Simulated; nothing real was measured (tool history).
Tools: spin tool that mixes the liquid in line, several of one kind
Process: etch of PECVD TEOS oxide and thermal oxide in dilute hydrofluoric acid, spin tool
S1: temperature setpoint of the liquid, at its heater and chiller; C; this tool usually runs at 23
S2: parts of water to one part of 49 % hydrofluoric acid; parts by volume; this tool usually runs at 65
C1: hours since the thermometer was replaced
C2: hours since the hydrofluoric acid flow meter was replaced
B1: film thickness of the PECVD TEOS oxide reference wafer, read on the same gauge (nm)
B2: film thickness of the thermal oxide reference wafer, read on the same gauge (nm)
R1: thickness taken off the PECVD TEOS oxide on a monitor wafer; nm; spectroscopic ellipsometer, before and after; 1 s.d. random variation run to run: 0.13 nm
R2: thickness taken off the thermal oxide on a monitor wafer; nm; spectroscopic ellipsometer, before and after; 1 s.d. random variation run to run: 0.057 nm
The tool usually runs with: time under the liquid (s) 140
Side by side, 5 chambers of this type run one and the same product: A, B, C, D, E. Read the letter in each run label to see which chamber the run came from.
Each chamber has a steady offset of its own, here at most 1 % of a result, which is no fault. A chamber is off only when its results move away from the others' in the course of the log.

Run 1C, hour 14.0: usual settings; C1 116.4; C2 1132.1; B1 150.00; B2 90.009. Result: R1 42.949 nm, R2 10.1920 nm.
Run 2D, hour 22.3: usual settings; C1 406.5; C2 576.9; B1 149.99; B2 89.996. Result: R1 43.155 nm, R2 10.0580 nm.
Run 3E, hour 31.6: usual settings; C1 827.4; C2 259.8; B1 150.00; B2 90.009. Result: R1 42.478 nm, R2 9.9424 nm.
Run 4A, hour 41.6: usual settings; C1 1308.4; C2 176.6; B1 150.00; B2 89.983. Result: R1 42.940 nm, R2 10.2290 nm.
Run 5B, hour 50.5: usual settings; C1 83.0; C2 147.1; B1 150.00; B2 90.006. Result: R1 42.951 nm, R2 10.0220 nm.
Run 6E, hour 64.9: usual settings; C1 860.7; C2 293.1; B1 150.01; B2 89.991. Result: R1 42.657 nm, R2 10.0040 nm.
Run 7A, hour 77.0: usual settings; C1 1343.8; C2 212.0; B1 150.00; B2 90.050. Result: R1 42.986 nm, R2 10.2570 nm.
Run 8C, hour 89.1: usual settings but S2 85 parts by volume, time under the liquid (s) 200; C1 191.5; C2 1207.2; B1 150.01; B2 89.996. Result: R1 45.780 nm, R2 10.7090 nm.
Run 9D, hour 97.4: usual settings but S2 85 parts by volume, time under the liquid (s) 200; C1 481.6; C2 652.0; B1 149.98; B2 89.986. Result: R1 45.755 nm, R2 10.7430 nm.
Run 10B, hour 105.0: usual settings but S2 85 parts by volume, time under the liquid (s) 200; C1 137.5; C2 201.6; B1 150.01; B2 89.973. Result: R1 45.208 nm, R2 10.7620 nm.
Run 11D, hour 119.2: usual settings but S2 85 parts by volume, time under the liquid (s) 200; C1 503.4; C2 673.8; B1 150.00; B2 89.994. Result: R1 45.507 nm, R2 10.7270 nm.
Run 12A, hour 130.2: usual settings but S2 85 parts by volume, time under the liquid (s) 200; C1 1397.0; C2 265.2; B1 150.03; B2 90.020. Result: R1 45.527 nm, R2 10.7560 nm.
Run 13E, hour 144.9: usual settings; C1 940.7; C2 373.1; B1 150.01; B2 89.986. Result: R1 42.608 nm, R2 9.9540 nm.
Run 14C, hour 159.9: usual settings; C1 262.3; C2 1278.0; B1 150.02; B2 90.008. Result: R1 42.867 nm, R2 10.1370 nm.
Run 15B, hour 167.9: usual settings; C1 200.4; C2 264.5; B1 150.00; B2 90.002. Result: R1 42.547 nm, R2 10.1340 nm.
Run 16C, hour 178.1: usual settings; C1 280.5; C2 1296.2; B1 150.01; B2 90.004. Result: R1 42.912 nm, R2 10.1600 nm.
Run 17D, hour 186.1: usual settings; C1 570.3; C2 740.7; B1 150.00; B2 89.988. Result: R1 42.958 nm, R2 10.1060 nm.
Run 18B, hour 197.8: usual settings; C1 230.3; C2 294.4; B1 149.98; B2 89.985. Result: R1 42.755 nm, R2 10.1770 nm.
Run 19A, hour 206.6: usual settings; C1 1473.4; C2 341.6; B1 150.00; B2 89.976. Result: R1 42.951 nm, R2 10.1530 nm.
Run 20E, hour 217.9: usual settings; C1 1013.7; C2 446.1; B1 150.00; B2 89.981. Result: R1 42.757 nm, R2 9.9379 nm.
Run 21D, hour 228.5: usual settings but S1 25 C, S2 85 parts by volume; C1 612.7; C2 783.1; B1 150.00; B2 90.001. Result: R1 34.767 nm, R2 8.0711 nm.
At hour 232.8: chamber A: hydrofluoric acid flow meter replaced.
Run 22A, hour 241.9: usual settings but S1 25 C, S2 85 parts by volume; C1 1508.7; C2 9.1; B1 150.01; B2 90.012. Result: R1 34.676 nm, R2 8.1852 nm.
Run 23E, hour 251.0: usual settings but S1 25 C, S2 85 parts by volume; C1 1046.8; C2 479.2; B1 149.99; B2 89.967. Result: R1 34.585 nm, R2 8.0600 nm.
Run 24C, hour 264.9: usual settings but S1 25 C, S2 85 parts by volume; C1 367.3; C2 1383.0; B1 150.00; B2 90.020. Result: R1 34.984 nm, R2 8.1187 nm.
Run 25B, hour 279.7: usual settings but S1 25 C, S2 85 parts by volume; C1 312.2; C2 376.3; B1 150.00; B2 89.974. Result: R1 34.440 nm, R2 8.1964 nm.
Run 26C, hour 288.2: usual settings; C1 390.6; C2 1406.3; B1 150.01; B2 89.961. Result: R1 42.937 nm, R2 10.0530 nm.
Run 27A, hour 300.7: usual settings; C1 1567.5; C2 67.9; B1 150.01; B2 90.002. Result: R1 43.080 nm, R2 10.1630 nm.
Run 28D, hour 315.1: usual settings; C1 699.3; C2 869.7; B1 149.99; B2 90.011. Result: R1 42.906 nm, R2 10.0580 nm.
Run 29E, hour 323.2: usual settings but time under the liquid (s) 170; C1 1119.0; C2 551.4; B1 150.00; B2 89.963. Result: R1 51.656 nm, R2 12.1330 nm.
Run 30B, hour 336.5: usual settings but time under the liquid (s) 170; C1 369.0; C2 433.1; B1 150.00; B2 89.997. Result: R1 52.040 nm, R2 12.3490 nm.
Run 31C, hour 348.1: usual settings but time under the liquid (s) 170; C1 450.5; C2 1466.2; B1 149.99; B2 89.979. Result: R1 52.320 nm, R2 12.2420 nm.
Run 32D, hour 362.6: usual settings but time under the liquid (s) 170; C1 746.8; C2 917.2; B1 149.99; B2 90.028. Result: R1 51.990 nm, R2 12.2800 nm.
At hour 370.0: chamber D: hydrofluoric acid flow meter replaced.
Run 33A, hour 370.4: usual settings but time under the liquid (s) 170; C1 1637.2; C2 137.6; B1 149.98; B2 89.985. Result: R1 52.077 nm, R2 12.2940 nm.
Run 34E, hour 379.3: usual settings but S2 45 parts by volume; C1 1175.1; C2 607.5; B1 150.01; B2 89.983. Result: R1 63.162 nm, R2 14.8970 nm.
Run 35B, hour 390.4: usual settings but S2 45 parts by volume; C1 422.9; C2 487.0; B1 150.00; B2 90.011. Result: R1 63.758 nm, R2 15.1480 nm.
Run 36B, hour 405.4: usual settings but S2 45 parts by volume; C1 437.9; C2 502.0; B1 149.99; B2 90.013. Result: R1 63.906 nm, R2 15.2330 nm.
Run 37D, hour 416.2: usual settings but S2 45 parts by volume; C1 800.4; C2 46.2; B1 150.00; B2 90.007. Result: R1 63.703 nm, R2 14.8640 nm.
Run 38A, hour 425.6: usual settings but S2 45 parts by volume; C1 1692.4; C2 192.8; B1 149.98; B2 90.005. Result: R1 63.845 nm, R2 15.2780 nm.
Run 39E, hour 434.7: usual settings; C1 1230.5; C2 662.9; B1 150.02; B2 89.980. Result: R1 42.770 nm, R2 10.0490 nm.

Read the log: is a single chamber off, either drifting away or since a service, is the gauge that measures every chamber drifting, or is nothing wrong beyond small per-chamber offsets? Name any odd chamber and what most likely caused it.

No chamber stands off beyond its own small offset, and the gauge holds steady.
